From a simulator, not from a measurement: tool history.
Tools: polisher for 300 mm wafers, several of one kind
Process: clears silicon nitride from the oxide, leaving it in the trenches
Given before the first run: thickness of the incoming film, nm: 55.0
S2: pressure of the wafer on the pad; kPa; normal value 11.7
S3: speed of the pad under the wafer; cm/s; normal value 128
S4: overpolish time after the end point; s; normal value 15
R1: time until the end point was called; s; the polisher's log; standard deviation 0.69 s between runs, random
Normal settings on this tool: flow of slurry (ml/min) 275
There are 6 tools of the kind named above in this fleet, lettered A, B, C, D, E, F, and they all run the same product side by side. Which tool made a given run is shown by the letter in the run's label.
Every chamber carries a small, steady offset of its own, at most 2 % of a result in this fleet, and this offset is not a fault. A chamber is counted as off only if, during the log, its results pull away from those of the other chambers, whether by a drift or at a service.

run 1C hour=7.4 | flow_of_slurry_(ml/min)=275 S2=11.7 S3=128 S4=15 | R1=67.465
run 2A hour=18.0 | flow_of_slurry_(ml/min)=275 S2=11.7 S3=128 S4=15 | R1=66.986
run 3B hour=25.2 | flow_of_slurry_(ml/min)=275 S2=11.7 S3=128 S4=15 | R1=69.349
run 4F hour=31.3 | flow_of_slurry_(ml/min)=275 S2=11.7 S3=128 S4=15 | R1=66.301
run 5E hour=37.5 | flow_of_slurry_(ml/min)=275 S2=11.7 S3=128 S4=15 | R1=66.964
-- hour=39.3 chamber E: worn pad replaced by a new one
-- hour=45.6 chamber F: head pressure recalibrated
run 6D hour=45.7 | flow_of_slurry_(ml/min)=275 S2=9.0 S3=128 S4=15 | R1=87.638
-- hour=46.3 chamber C: worn pad replaced by a new one
run 7F hour=53.9 | flow_of_slurry_(ml/min)=275 S2=9.0 S3=128 S4=15 | R1=88.683
run 8C hour=62.7 | flow_of_slurry_(ml/min)=275 S2=9.0 S3=128 S4=15 | R1=87.048
run 9D hour=71.2 | flow_of_slurry_(ml/min)=275 S2=9.0 S3=128 S4=15 | R1=88.322
-- hour=71.7 chamber F: worn pad replaced by a new one
-- hour=73.0 chamber A: slurry nozzle cleaned
-- hour=74.1 chamber B: worn pad replaced by a new one
run 10E hour=81.4 | flow_of_slurry_(ml/min)=275 S2=9.0 S3=128 S4=15 | R1=87.679
run 11B hour=91.5 | flow_of_slurry_(ml/min)=275 S2=9.0 S3=128 S4=15 | R1=89.035
run 12A hour=99.1 | flow_of_slurry_(ml/min)=205 S2=14.5 S3=128 S4=15 | R1=58.076
run 13A hour=105.8 | flow_of_slurry_(ml/min)=205 S2=14.5 S3=128 S4=15 | R1=55.847
-- hour=110.8 chamber E: worn pad replaced by a new one
run 14F hour=110.8 | flow_of_slurry_(ml/min)=205 S2=14.5 S3=128 S4=15 | R1=55.805
run 15E hour=120.5 | flow_of_slurry_(ml/min)=205 S2=14.5 S3=128 S4=15 | R1=56.237
run 16B hour=130.6 | flow_of_slurry_(ml/min)=205 S2=14.5 S3=128 S4=15 | R1=58.033
-- hour=132.1 chamber C: worn pad replaced by a new one
run 17C hour=136.1 | flow_of_slurry_(ml/min)=205 S2=14.5 S3=128 S4=15 | R1=57.204
run 18D hour=142.3 | flow_of_slurry_(ml/min)=275 S2=11.7 S3=128 S4=15 | R1=69.408
run 19C hour=152.6 | flow_of_slurry_(ml/min)=275 S2=11.7 S3=128 S4=15 | R1=67.981
-- hour=161.0 chamber D: worn pad replaced by a new one
run 20A hour=163.5 | flow_of_slurry_(ml/min)=275 S2=11.7 S3=128 S4=15 | R1=67.694
-- hour=170.7 chamber B: worn pad replaced by a new one
run 21F hour=173.6 | flow_of_slurry_(ml/min)=275 S2=11.7 S3=128 S4=15 | R1=67.232
-- hour=178.9 chamber E: slurry nozzle cleaned
run 22B hour=182.7 | flow_of_slurry_(ml/min)=275 S2=11.7 S3=128 S4=15 | R1=67.668
-- hour=184.0 chamber E: worn pad replaced by a new one
run 23D hour=191.2 | flow_of_slurry_(ml/min)=275 S2=11.7 S3=128 S4=15 | R1=67.421
run 24E hour=196.6 | flow_of_slurry_(ml/min)=275 S2=11.7 S3=128 S4=15 | R1=67.763
run 25A hour=201.8 | flow_of_slurry_(ml/min)=275 S2=11.7 S3=128 S4=15 | R1=69.926
-- hour=208.6 chamber F: slurry nozzle cleaned
run 26B hour=210.0 | flow_of_slurry_(ml/min)=275 S2=11.7 S3=128 S4=15 | R1=69.321
run 27F hour=216.9 | flow_of_slurry_(ml/min)=275 S2=11.7 S3=128 S4=15 | R1=66.193
-- hour=219.5 chamber F: worn pad replaced by a new one
-- hour=223.0 chamber C: worn pad replaced by a new one
run 28D hour=227.7 | flow_of_slurry_(ml/min)=340 S2=11.7 S3=128 S4=23 | R1=66.561
run 29E hour=235.4 | flow_of_slurry_(ml/min)=340 S2=11.7 S3=128 S4=23 | R1=66.773
-- hour=235.6 chamber C: slurry nozzle cleaned
-- hour=236.3 chamber C: head pressure recalibrated
run 30C hour=246.2 | flow_of_slurry_(ml/min)=340 S2=11.7 S3=128 S4=23 | R1=65.451
-- hour=251.7 chamber E: worn pad replaced by a new one
run 31D hour=254.6 | flow_of_slurry_(ml/min)=340 S2=11.7 S3=128 S4=23 | R1=66.201
-- hour=260.7 chamber B: worn pad replaced by a new one
run 32E hour=261.1 | flow_of_slurry_(ml/min)=340 S2=11.7 S3=128 S4=23 | R1=64.848
run 33A hour=265.9 | flow_of_slurry_(ml/min)=340 S2=11.7 S3=128 S4=23 | R1=68.847
run 34B hour=272.0 | flow_of_slurry_(ml/min)=275 S2=11.7 S3=128 S4=15 | R1=67.262
run 35C hour=281.5 | flow_of_slurry_(ml/min)=275 S2=11.7 S3=128 S4=15 | R1=67.445
run 36F hour=291.5 | flow_of_slurry_(ml/min)=275 S2=11.7 S3=128 S4=15 | R1=67.244
run 37B hour=297.0 | flow_of_slurry_(ml/min)=275 S2=11.7 S3=128 S4=15 | R1=68.659
-- hour=301.6 chamber D: head pressure recalibrated
run 38E hour=306.5 | flow_of_slurry_(ml/min)=275 S2=11.7 S3=128 S4=15 | R1=66.593
run 39C hour=314.6 | flow_of_slurry_(ml/min)=275 S2=11.7 S3=128 S4=15 | R1=67.432
-- hour=320.5 chamber C: worn pad replaced by a new one
run 40A hour=321.0 | flow_of_slurry_(ml/min)=275 S2=11.7 S3=128 S4=15 | R1=70.501
run 41D hour=328.4 | flow_of_slurry_(ml/min)=275 S2=11.7 S3=128 S4=15 | R1=67.336
run 42F hour=337.9 | flow_of_slurry_(ml/min)=275 S2=11.7 S3=128 S4=15 | R1=67.073
run 43C hour=347.3 | flow_of_slurry_(ml/min)=275 S2=13.8 S3=128 S4=15 | R1=57.555

Next, all 6 chambers run the settings below, one line each with question marks for the results. What does each chamber give?
run 44A hour=355.2 | flow_of_slurry_(ml/min)=275 S2=13.8 S3=128 S4=15 | R1=?
run 44B hour=355.2 | flow_of_slurry_(ml/min)=275 S2=13.8 S3=128 S4=15 | R1=?
run 44C hour=355.2 | flow_of_slurry_(ml/min)=275 S2=13.8 S3=128 S4=15 | R1=?
run 44D hour=355.2 | flow_of_slurry_(ml/min)=275 S2=13.8 S3=128 S4=15 | R1=?
run 44E hour=355.2 | flow_of_slurry_(ml/min)=275 S2=13.8 S3=128 S4=15 | R1=?
run 44F hour=355.2 | flow_of_slurry_(ml/min)=275 S2=13.8 S3=128 S4=15 | R1=?

run=44A R1=61.342
run=44B R1=57.775
run=44C R1=57.127
run=44D R1=58.693
run=44E R1=56.880
run=44F R1=58.429
